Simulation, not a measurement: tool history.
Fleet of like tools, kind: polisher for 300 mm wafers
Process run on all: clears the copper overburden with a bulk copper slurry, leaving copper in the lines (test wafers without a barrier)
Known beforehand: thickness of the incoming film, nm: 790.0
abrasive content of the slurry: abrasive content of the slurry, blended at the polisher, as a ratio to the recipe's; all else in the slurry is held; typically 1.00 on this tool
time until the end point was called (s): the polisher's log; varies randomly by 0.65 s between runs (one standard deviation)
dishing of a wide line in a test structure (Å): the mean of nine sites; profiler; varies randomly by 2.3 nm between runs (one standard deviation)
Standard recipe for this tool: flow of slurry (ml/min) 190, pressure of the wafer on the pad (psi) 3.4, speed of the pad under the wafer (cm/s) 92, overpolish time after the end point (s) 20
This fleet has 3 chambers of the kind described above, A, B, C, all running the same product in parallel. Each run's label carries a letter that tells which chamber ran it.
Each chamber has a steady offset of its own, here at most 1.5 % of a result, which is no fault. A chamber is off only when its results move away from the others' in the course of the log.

run   hour  flow of slurry (ml/min)  pressure of the wafer on the pad (psi)  speed of the pad under the wafer (cm/s)  abrasive content of the slurry  overpolish time after the end point (s)  wafers polished on this pad  hours since the slurry nozzle was cleaned  hours since the head pressure was calibrated  hours since the slurry blender was calibrated  time until the end point was called (s)  dishing of a wide line in a test structure (Å)
 1C   10.6                      190                                     3.4                                       92                            1.00                                       20                          792                                      116.1                                         352.0                                          403.2                                   73.213                                         1048.50
      12.8  -- chamber A: worn pad replaced by a new one
 2B   24.9                      190                                     3.4                                       92                            1.00                                       20                         1038                                      654.8                                          78.3                                          122.1                                   72.792                                         1032.40
 3A   39.8                      190                                     3.4                                       92                            1.00                                       20                          225                                      100.9                                         303.0                                           91.3                                   73.425                                         1022.30
      47.7  -- chamber B: slurry nozzle cleaned
 4B   51.4                      190                                     3.4                                       92                            1.00                                       20                         1259                                        3.8                                         104.8                                          148.6                                   72.039                                         1004.50
 5A   65.2                      190                                     3.4                                       92                            1.00                                       20                          436                                      126.3                                         328.4                                          116.7                                   74.764                                         1003.50
 6C   77.6                      190                                     3.4                                       92                            1.00                                       11                         1350                                      183.1                                         419.0                                          470.2                                   73.252                                          670.53
      81.3  -- chamber B: worn pad replaced by a new one
      85.8  -- chamber C: worn pad replaced by a new one
 7B   87.9                      190                                     3.4                                       92                            1.00                                       11                           55                                       40.3                                         141.3                                          185.1                                   72.148                                          697.85
      90.8  -- chamber C: slurry blender recalibrated
      95.9  -- chamber C: slurry nozzle cleaned
 8C  100.7                      190                                     3.4                                       92                            1.00                                       11                          124                                        4.8                                         442.1                                            9.9                                   71.936                                          701.19
     106.4  -- chamber C: head pressure recalibrated
 9A  108.3                      135                                     3.4                                       92                            1.00                                       20                          795                                      169.4                                         371.5                                          159.8                                   78.216                                          993.03
10C  115.6                      135                                     3.4                                       92                            1.00                                       20                          248                                       19.7                                           9.2                                           24.8                                   76.682                                         1002.60
11B  128.8                      135                                     3.4                                       92                            1.00                                       20                          395                                       81.2                                         182.2                                          226.0                                   77.130                                          974.25
12A  141.8                      190                                     3.4                                       92                            1.00                                       20                         1074                                      202.9                                         405.0                                          193.3                                   73.468                                          990.77
13C  151.4                      190                                     3.4                                       92                            1.00                                       20                          546                                       55.5                                          45.0                                           60.6                                   73.325                                          992.96
14A  163.3                      190                                     3.4                                       80                            1.00                                       20                         1253                                      224.4                                         426.5                                          214.8                                   85.370                                          932.77
     171.2  -- chamber A: worn pad replaced by a new one
     173.9  -- chamber A: slurry blender recalibrated
15B  176.8                      190                                     3.4                                       80                            1.00                                       20                          795                                      129.2                                         230.2                                          274.0                                   84.164                                          936.40
16A  190.1                      190                                     3.4                                       80                            1.00                                       20                          157                                      251.2                                         453.3                                           16.2                                   83.971                                          956.69
17B  199.1                      190                                     3.4                                       92                            1.00                                       20                          981                                      151.5                                         252.5                                          296.3                                   72.571                                          963.68
18C  214.3                      190                                     3.4                                       92                            1.00                                       20                         1070                                      118.4                                         107.9                                          123.5                                   72.927                                          998.93
     227.1  -- chamber B: worn pad replaced by a new one
19B  227.5                      245                                     4.3                                       92                            1.00                                       20                            3                                      179.9                                         280.9                                          324.7                                   54.506                                         1194.10
20A  236.3                      245                                     4.3                                       92                            1.00                                       20                          542                                      297.4                                         499.5                                           62.4                                   54.353                                         1225.70
21C  249.9                      245                                     4.3                                       92                            1.00                                       20                         1367                                      154.0                                         143.5                                          159.1                                   55.425                                         1188.90
22A  262.6                      170                                     3.9                                       92                            1.00                                       20                          761                                      323.7                                         525.8                                           88.7                                   62.615                                         1157.30
     266.2  -- chamber C: worn pad replaced by a new one
23B  277.1                      170                                     3.9                                       92                            1.00                                       20                          417                                      229.5                                         330.5                                          374.3                                   64.052                                         1069.20
     277.4  -- chamber B: slurry blender recalibrated
24C  287.9                      170                                     3.9                                       92                            1.00                                       20                          180                                      192.0                                         181.5                                          197.1                                   64.056                                         1082.90
25A  299.1                      190                                     3.4                                       92                            1.00                                       20                         1065                                      360.2                                         562.3                                          125.2                                   71.523                                         1050.50
     301.3  -- chamber C: slurry nozzle cleaned
26B  312.1                      190                                     3.4                                       92                            1.00                                       20                          708                                      264.5                                         365.5                                           34.7                                   71.399                                         1041.30
27C  319.5                      190                                     3.4                                       92                            1.00                                       20                          444                                       18.3                                         213.1                                          228.7                                   73.686                                         1034.50
28A  328.4                      190                                     3.4                                       92                            1.00                                       20                         1309                                      389.5                                         591.6                                          154.5                                   69.302                                         1064.90
     330.0  -- chamber A: worn pad replaced by a new one
29C  340.6                      190                                     3.4                                       92                            1.00                                       20                          619                                       39.4                                         234.2                                          249.8                                   72.182                                         1027.20
30B  348.7                      190                                     3.4                                       92                            1.00                                       20                         1013                                      301.1                                         402.1                                           71.3                                   71.877                                         1008.20
     360.5  -- chamber A: slurry blender recalibrated
31C  362.4                      190                                     3.4                                       92                            1.00                                       20                          801                                       61.2                                         256.0                                          271.6                                   73.929                                         1007.40
32A  370.3                      190                                     3.4                                       92                            1.00                                       20                          336                                      431.4                                         633.5                                            9.9                                   69.534                                         1014.30

Next, all 3 chambers run the settings below, one line each with question marks for the results. What does each chamber give?
33A  381.2                      190                                     3.4                                       92                            0.85                                       20                                                                                                                                                                                                             ?                                               ?
33B  381.2                      190                                     3.4                                       92                            0.85                                       20                                                                                                                                                                                                             ?                                               ?
33C  381.2                      190                                     3.4                                       92                            0.85                                       20                                                                                                                                                                                                             ?                                               ?

run  time until the end point was called (s)  dishing of a wide line in a test structure (Å)
33A                                   70.950                                         1074.60
33B                                   75.358                                         1007.50
33C                                   76.239                                          969.97
